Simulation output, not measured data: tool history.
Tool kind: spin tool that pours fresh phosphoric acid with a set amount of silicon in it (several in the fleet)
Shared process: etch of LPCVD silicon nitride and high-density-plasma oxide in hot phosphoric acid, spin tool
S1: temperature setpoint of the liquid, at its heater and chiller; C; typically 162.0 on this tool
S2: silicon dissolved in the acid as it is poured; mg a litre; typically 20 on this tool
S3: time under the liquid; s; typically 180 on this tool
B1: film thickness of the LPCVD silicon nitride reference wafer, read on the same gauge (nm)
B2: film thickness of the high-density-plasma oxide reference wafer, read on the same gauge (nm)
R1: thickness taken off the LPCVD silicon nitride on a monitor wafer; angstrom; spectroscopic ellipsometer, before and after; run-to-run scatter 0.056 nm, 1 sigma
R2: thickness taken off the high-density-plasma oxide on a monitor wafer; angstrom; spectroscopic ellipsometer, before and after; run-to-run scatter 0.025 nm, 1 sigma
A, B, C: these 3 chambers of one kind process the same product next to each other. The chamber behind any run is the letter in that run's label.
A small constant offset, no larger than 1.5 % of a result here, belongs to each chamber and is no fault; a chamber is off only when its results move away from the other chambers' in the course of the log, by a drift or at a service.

Run 1C, hour 6.1: usual settings; B1 140.02; B2 30.019. Result: R1 161.68 angstrom, R2 3.8300 angstrom.
Run 2B, hour 11.3: usual settings; B1 140.02; B2 29.949. Result: R1 157.98 angstrom, R2 4.2736 angstrom.
Run 3A, hour 16.3: usual settings; B1 140.02; B2 30.019. Result: R1 159.54 angstrom, R2 4.5764 angstrom.
Run 4B, hour 19.1: usual settings; B1 139.99; B2 30.007. Result: R1 156.94 angstrom, R2 4.0696 angstrom.
Run 5A, hour 24.3: usual settings; B1 140.00; B2 29.989. Result: R1 159.63 angstrom, R2 4.3622 angstrom.
Run 6C, hour 29.8: usual settings; B1 140.02; B2 29.990. Result: R1 161.00 angstrom, R2 4.2825 angstrom.
Run 7A, hour 35.1: usual settings; B1 140.01; B2 29.965. Result: R1 159.88 angstrom, R2 3.9758 angstrom.
Run 8C, hour 41.0: usual settings; B1 140.06; B2 29.983. Result: R1 161.97 angstrom, R2 3.8879 angstrom.
Run 9B, hour 46.0: usual settings but S3 245 s; B1 140.01; B2 30.002. Result: R1 214.01 angstrom, R2 5.9455 angstrom.
Run 10B, hour 51.0: usual settings but S3 245 s; B1 140.02; B2 29.972. Result: R1 214.25 angstrom, R2 5.9404 angstrom.
Run 11A, hour 55.0: usual settings but S3 245 s; B1 140.00; B2 30.006. Result: R1 218.20 angstrom, R2 6.0450 angstrom.
Run 12C, hour 61.5: usual settings; B1 139.97; B2 30.020. Result: R1 161.55 angstrom, R2 4.0420 angstrom.
Run 13B, hour 65.7: usual settings; B1 140.02; B2 30.004. Result: R1 157.50 angstrom, R2 4.4502 angstrom.
Run 14C, hour 71.2: usual settings; B1 140.00; B2 29.986. Result: R1 161.07 angstrom, R2 4.2252 angstrom.
Run 15A, hour 74.5: usual settings but S1 160.5 C; B1 140.00; B2 29.993. Result: R1 152.99 angstrom, R2 4.0431 angstrom.
Run 16A, hour 77.3: usual settings but S1 160.5 C; B1 140.01; B2 30.000. Result: R1 151.20 angstrom, R2 3.9904 angstrom.
Run 17B, hour 82.7: usual settings but S1 160.5 C; B1 140.01; B2 30.002. Result: R1 150.14 angstrom, R2 3.8021 angstrom.
Run 18C, hour 89.2: usual settings; B1 140.04; B2 29.971. Result: R1 161.87 angstrom, R2 4.2353 angstrom.
Run 19B, hour 92.1: usual settings; B1 140.01; B2 30.008. Result: R1 158.90 angstrom, R2 4.3598 angstrom.
Run 20A, hour 97.5: usual settings; B1 140.02; B2 30.017. Result: R1 159.86 angstrom, R2 3.9994 angstrom.
Run 21C, hour 101.4: usual settings; B1 140.00; B2 30.002. Result: R1 161.08 angstrom, R2 4.0117 angstrom.
Run 22C, hour 107.8: usual settings; B1 139.97; B2 30.047. Result: R1 161.64 angstrom, R2 4.1318 angstrom.
Run 23A, hour 110.8: usual settings; B1 140.03; B2 29.990. Result: R1 159.93 angstrom, R2 4.0047 angstrom.
Run 24B, hour 114.9: usual settings; B1 140.00; B2 29.961. Result: R1 157.53 angstrom, R2 4.4475 angstrom.
Run 25A, hour 118.0: usual settings; B1 140.04; B2 30.004. Result: R1 158.81 angstrom, R2 4.4756 angstrom.
Run 26B, hour 124.4: usual settings; B1 140.01; B2 30.041. Result: R1 158.07 angstrom, R2 4.5241 angstrom.
Run 27C, hour 128.2: usual settings; B1 139.93; B2 29.954. Result: R1 160.90 angstrom, R2 4.4221 angstrom.
Run 28C, hour 134.2: usual settings; B1 139.96; B2 30.006. Result: R1 161.51 angstrom, R2 4.2131 angstrom.
Run 29A, hour 138.8: usual settings; B1 140.02; B2 30.019. Result: R1 158.05 angstrom, R2 3.7393 angstrom.
Run 30B, hour 143.1: usual settings; B1 139.97; B2 30.018. Result: R1 157.99 angstrom, R2 4.7346 angstrom.
Run 31C, hour 147.5: usual settings; B1 139.99; B2 29.994. Result: R1 160.40 angstrom, R2 4.1985 angstrom.
Run 32B, hour 150.8: usual settings; B1 139.98; B2 30.006. Result: R1 157.91 angstrom, R2 4.3751 angstrom.
Run 33A, hour 153.8: usual settings; B1 140.05; B2 30.016. Result: R1 160.19 angstrom, R2 4.3100 angstrom.

Predict what each chamber gives when all 3 of them run the settings below next.
Run 34A, hour 158.5: usual settings but S2 10 mg a litre. Result: R1 ?, R2 ?.
Run 34B, hour 158.5: usual settings but S2 10 mg a litre. Result: R1 ?, R2 ?.
Run 34C, hour 158.5: usual settings but S2 10 mg a litre. Result: R1 ?, R2 ?.

run      R1      R2
34A  159.46  5.4640
34B  158.26  5.5082
34C  161.17  4.9222
